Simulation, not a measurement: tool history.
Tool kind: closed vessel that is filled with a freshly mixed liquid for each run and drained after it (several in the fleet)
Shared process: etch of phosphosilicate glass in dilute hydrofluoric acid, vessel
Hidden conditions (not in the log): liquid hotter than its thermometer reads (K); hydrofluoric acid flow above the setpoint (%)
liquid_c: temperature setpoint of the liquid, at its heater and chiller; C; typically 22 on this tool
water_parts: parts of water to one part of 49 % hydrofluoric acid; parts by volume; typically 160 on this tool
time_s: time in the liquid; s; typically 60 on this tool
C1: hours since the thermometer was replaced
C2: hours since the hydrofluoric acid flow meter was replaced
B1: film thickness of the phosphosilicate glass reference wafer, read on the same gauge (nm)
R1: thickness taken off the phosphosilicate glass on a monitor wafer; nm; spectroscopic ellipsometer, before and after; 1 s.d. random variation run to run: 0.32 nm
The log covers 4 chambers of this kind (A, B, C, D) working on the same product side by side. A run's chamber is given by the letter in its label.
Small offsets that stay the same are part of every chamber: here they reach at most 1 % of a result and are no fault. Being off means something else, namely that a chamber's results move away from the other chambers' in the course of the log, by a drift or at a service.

{"run": "1A", "hour": 2.1, "liquid_c": 22, "water_parts": 160, "time_s": 60, "C1": 777.9, "C2": 1335, "B1": 60.017, "R1": 41.349}
{"run": "2D", "hour": 6.3, "liquid_c": 22, "water_parts": 160, "time_s": 60, "C1": 2736, "C2": 151.8, "B1": 60.013, "R1": 42.009}
{"run": "3C", "hour": 9.3, "liquid_c": 22, "water_parts": 160, "time_s": 60, "C1": 456.9, "C2": 291.1, "B1": 59.982, "R1": 41.17}
{"run": "4B", "hour": 13.0, "liquid_c": 22, "water_parts": 160, "time_s": 60, "C1": 1479.4, "C2": 720.1, "B1": 59.987, "R1": 41.774}
{"run": "5C", "hour": 15.1, "liquid_c": 22, "water_parts": 190, "time_s": 90, "C1": 462.7, "C2": 296.9, "B1": 59.968, "R1": 50.637}
{"run": "6D", "hour": 18.3, "liquid_c": 22, "water_parts": 190, "time_s": 90, "C1": 2748, "C2": 163.8, "B1": 60.007, "R1": 50.588}
{"run": "7B", "hour": 22.6, "liquid_c": 22, "water_parts": 190, "time_s": 90, "C1": 1489, "C2": 729.7, "B1": 59.976, "R1": 51.797}
{"run": "8A", "hour": 27.1, "liquid_c": 22, "water_parts": 190, "time_s": 90, "C1": 802.9, "C2": 1360, "B1": 60.047, "R1": 50.537}
{"run": "9B", "hour": 30.0, "liquid_c": 22, "water_parts": 220, "time_s": 85, "C1": 1496.4, "C2": 737.1, "B1": 59.968, "R1": 40.36}
{"run": "10D", "hour": 32.6, "liquid_c": 22, "water_parts": 220, "time_s": 85, "C1": 2762.3, "C2": 178.1, "B1": 60.051, "R1": 41.043}
{"run": "11A", "hour": 36.7, "liquid_c": 22, "water_parts": 220, "time_s": 85, "C1": 812.5, "C2": 1369.6, "B1": 59.993, "R1": 40.353}
{"run": "12C", "hour": 39.1, "liquid_c": 22, "water_parts": 220, "time_s": 85, "C1": 486.7, "C2": 320.9, "B1": 60.014, "R1": 41.256}
{"run": "13D", "hour": 42.4, "liquid_c": 22, "water_parts": 160, "time_s": 60, "C1": 2772.1, "C2": 187.9, "B1": 59.999, "R1": 42.721}
{"run": "14C", "hour": 44.8, "liquid_c": 22, "water_parts": 160, "time_s": 60, "C1": 492.4, "C2": 326.6, "B1": 59.966, "R1": 43.005}
{"run": "15B", "hour": 47.3, "liquid_c": 26.5, "water_parts": 210, "time_s": 60, "C1": 1513.7, "C2": 754.4, "B1": 59.938, "R1": 35.879}
{"run": "16A", "hour": 51.8, "liquid_c": 26.5, "water_parts": 210, "time_s": 60, "C1": 827.6, "C2": 1384.7, "B1": 59.965, "R1": 35.518}
{"run": "17B", "hour": 54.9, "liquid_c": 26.5, "water_parts": 210, "time_s": 60, "C1": 1521.3, "C2": 762, "B1": 59.991, "R1": 35.625}
{"run": "18D", "hour": 59.5, "liquid_c": 26.5, "water_parts": 210, "time_s": 60, "C1": 2789.2, "C2": 205, "B1": 59.957, "R1": 35.596}
{"run": "19C", "hour": 61.6, "liquid_c": 22, "water_parts": 160, "time_s": 75, "C1": 509.2, "C2": 343.4, "B1": 59.993, "R1": 54.671}
{"run": "20A", "hour": 65.8, "liquid_c": 22, "water_parts": 160, "time_s": 75, "C1": 841.6, "C2": 1398.7, "B1": 60.03, "R1": 51.528}
{"run": "21A", "hour": 68.9, "liquid_c": 22, "water_parts": 160, "time_s": 75, "C1": 844.7, "C2": 1401.8, "B1": 59.981, "R1": 51.693}
{"run": "22D", "hour": 72.7, "liquid_c": 22, "water_parts": 160, "time_s": 75, "C1": 2802.4, "C2": 218.2, "B1": 60.01, "R1": 53.161}
{"run": "23B", "hour": 75.2, "liquid_c": 22, "water_parts": 160, "time_s": 60, "C1": 1541.6, "C2": 782.3, "B1": 59.998, "R1": 41.285}
{"run": "24C", "hour": 78.6, "liquid_c": 22, "water_parts": 220, "time_s": 50, "C1": 526.2, "C2": 360.4, "B1": 60.015, "R1": 25.3}
{"run": "25A", "hour": 81.3, "liquid_c": 22, "water_parts": 220, "time_s": 50, "C1": 857.1, "C2": 1414.2, "B1": 60.004, "R1": 23.486}
{"run": "26C", "hour": 83.8, "liquid_c": 22, "water_parts": 220, "time_s": 50, "C1": 531.4, "C2": 365.6, "B1": 59.99, "R1": 25.407}
{"run": "27D", "hour": 88.3, "liquid_c": 22, "water_parts": 220, "time_s": 50, "C1": 2818, "C2": 233.8, "B1": 59.963, "R1": 23.626}
{"run": "28B", "hour": 91.9, "liquid_c": 22, "water_parts": 160, "time_s": 60, "C1": 1558.3, "C2": 799, "B1": 60.023, "R1": 41.835}

Has any chamber moved away from the others, gradually or after a service, or does the common gauge drift, or do the chambers differ only by their own small steady offsets? State the chamber and the most likely cause if one applies.

It is chamber C that slowly wanders off from its peers.
Cause: liquid hotter than its thermometer reads (K) = 2.34.
The log may not tell that from: hydrofluoric acid flow above the setpoint (%).

Here are 4 candidates for chamber C's next run, each the usual settings with a change, their results left as question marks. Which one brings its results back in line with what the others give on the usual settings?
In line means no further than this from the other chambers' mean on the usual settings: R1 1.1 nm
{"run": "29C-1", "hour": 95.2, "liquid_c": 21, "water_parts": 160, "time_s": 60, "R1": "?"}
{"run": "29C-2", "hour": 95.2, "liquid_c": 20, "water_parts": 160, "time_s": 60, "R1": "?"}
{"run": "29C-3", "hour": 95.2, "liquid_c": 22, "water_parts": 155, "time_s": 60, "R1": "?"}
{"run": "29C-4", "hour": 95.2, "liquid_c": 22, "water_parts": 150, "time_s": 60, "R1": "?"}

On the usual settings, the other chambers give on average: R1 41.761 nm
run=29C-1 R1=43.384
run=29C-2 R1=41.733
run=29C-3 R1=46.818
run=29C-4 R1=48.649
The right change is 29C-2: it brings the chamber back within the allowed miss of the others.
